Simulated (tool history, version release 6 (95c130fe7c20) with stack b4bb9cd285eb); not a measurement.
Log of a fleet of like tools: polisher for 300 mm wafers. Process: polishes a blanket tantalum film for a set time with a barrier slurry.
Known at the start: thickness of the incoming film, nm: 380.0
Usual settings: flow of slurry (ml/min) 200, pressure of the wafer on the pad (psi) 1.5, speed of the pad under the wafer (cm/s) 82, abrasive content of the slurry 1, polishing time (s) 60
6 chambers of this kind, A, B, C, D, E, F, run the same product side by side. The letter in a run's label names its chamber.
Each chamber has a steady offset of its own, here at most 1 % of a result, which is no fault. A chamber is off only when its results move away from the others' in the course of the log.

run,hour,flow of slurry (ml/min),pressure of the wafer on the pad (psi),speed of the pad under the wafer (cm/s),abrasive content of the slurry,polishing time (s),film removed (angstrom)
# hour 1.3: chamber F: worn pad replaced by a new one
# hour 2.5: chamber B: worn pad replaced by a new one
1B,7.3,200,1.5,82,1,60,710.85
2F,11.6,200,1.5,82,1,60,731.88
3D,19.4,200,1.5,82,1,60,737.95
4C,26.6,200,1.5,82,1,60,716.47
5E,33.3,200,1.5,82,1,60,706.32
6A,38.7,200,1.5,82,1,60,728.22
7A,43.7,200,1.5,82,1,60,724.87
8B,47.6,200,1.5,82,1,60,715.64
# hour 52: chamber F: slurry blender recalibrated
# hour 52.1: chamber E: head pressure recalibrated
9C,54.5,200,1.5,82,1,60,712.45
10F,60.7,200,1.5,82,1,60,719.28
# hour 67.6: chamber E: worn pad replaced by a new one
11E,68.8,200,1.5,82,1,60,708.09
12D,73.4,200,1.5,82,1,60,720.66
# hour 73.5: chamber B: worn pad replaced by a new one
13E,81.4,200,1.5,82,1,60,717.83
# hour 82.3: chamber D: worn pad replaced by a new one
# hour 85: chamber D: slurry blender recalibrated
# hour 87.3: chamber C: worn pad replaced by a new one
14D,89.9,200,1.5,82,1,60,694.45
15B,94.8,200,1.5,82,1,60,722.6
# hour 94.9: chamber F: worn pad replaced by a new one
16F,102,240,1.5,82,1,60,729.98
17A,107.4,240,1.5,82,1,60,725.24
18C,115.7,240,1.5,82,1,60,735.97
# hour 122.2: chamber A: slurry blender recalibrated
19C,122.3,240,1.5,82,1,60,738.43
20D,128.3,240,1.5,82,1,60,730.2
21F,133.4,240,1.5,82,1,60,754.74
22E,138.6,200,1.5,82,1,60,716.67
23B,146.1,200,1.5,82,1,60,728.4
# hour 149.1: chamber B: slurry blender recalibrated
24A,153.1,200,1.5,82,1,60,685.39
25A,158.9,200,1.5,82,1,60,691.29
# hour 160.2: chamber B: worn pad replaced by a new one
26F,166.3,200,1.5,82,1,60,713.41
27C,171.5,200,1.5,82,1,60,729.07
28E,176.9,200,1.5,82,1,60,705.76
29B,183.2,200,1.5,82,1,60,719.86
# hour 187: chamber C: worn pad replaced by a new one
30D,187.4,200,1.5,82,1,60,735.95
# hour 189.2: chamber F: worn pad replaced by a new one
31B,192,200,1.5,82,1,60,724.97
# hour 195: chamber E: worn pad replaced by a new one
32C,197.2,200,1.2,82,1.15,60,592.44
33A,201.6,200,1.2,82,1.15,60,556.89
34E,205.8,200,1.2,82,1.15,60,600.66
35D,213.9,200,1.2,82,1.15,60,592.63
# hour 214.7: chamber F: slurry blender recalibrated
# hour 216.9: chamber E: slurry blender recalibrated
36F,221.3,200,1.2,82,1.15,60,618.06
# hour 225.9: chamber D: worn pad replaced by a new one
37D,228.8,200,1.2,82,1.15,60,585.75
38E,234.5,200,1.5,82,1,60,715.56
# hour 235.6: chamber B: worn pad replaced by a new one
39B,239.2,200,1.5,82,1,60,708.73

All 6 chambers run these settings next. Forecast each chamber's results:
40A,245.4,200,1.5,82,0.8,60,?
40B,245.4,200,1.5,82,0.8,60,?
40C,245.4,200,1.5,82,0.8,60,?
40D,245.4,200,1.5,82,0.8,60,?
40E,245.4,200,1.5,82,0.8,60,?
40F,245.4,200,1.5,82,0.8,60,?

run,film removed (angstrom)
40A,598.63
40B,671.49
40C,654.42
40D,676.75
40E,666.52
40F,673.06

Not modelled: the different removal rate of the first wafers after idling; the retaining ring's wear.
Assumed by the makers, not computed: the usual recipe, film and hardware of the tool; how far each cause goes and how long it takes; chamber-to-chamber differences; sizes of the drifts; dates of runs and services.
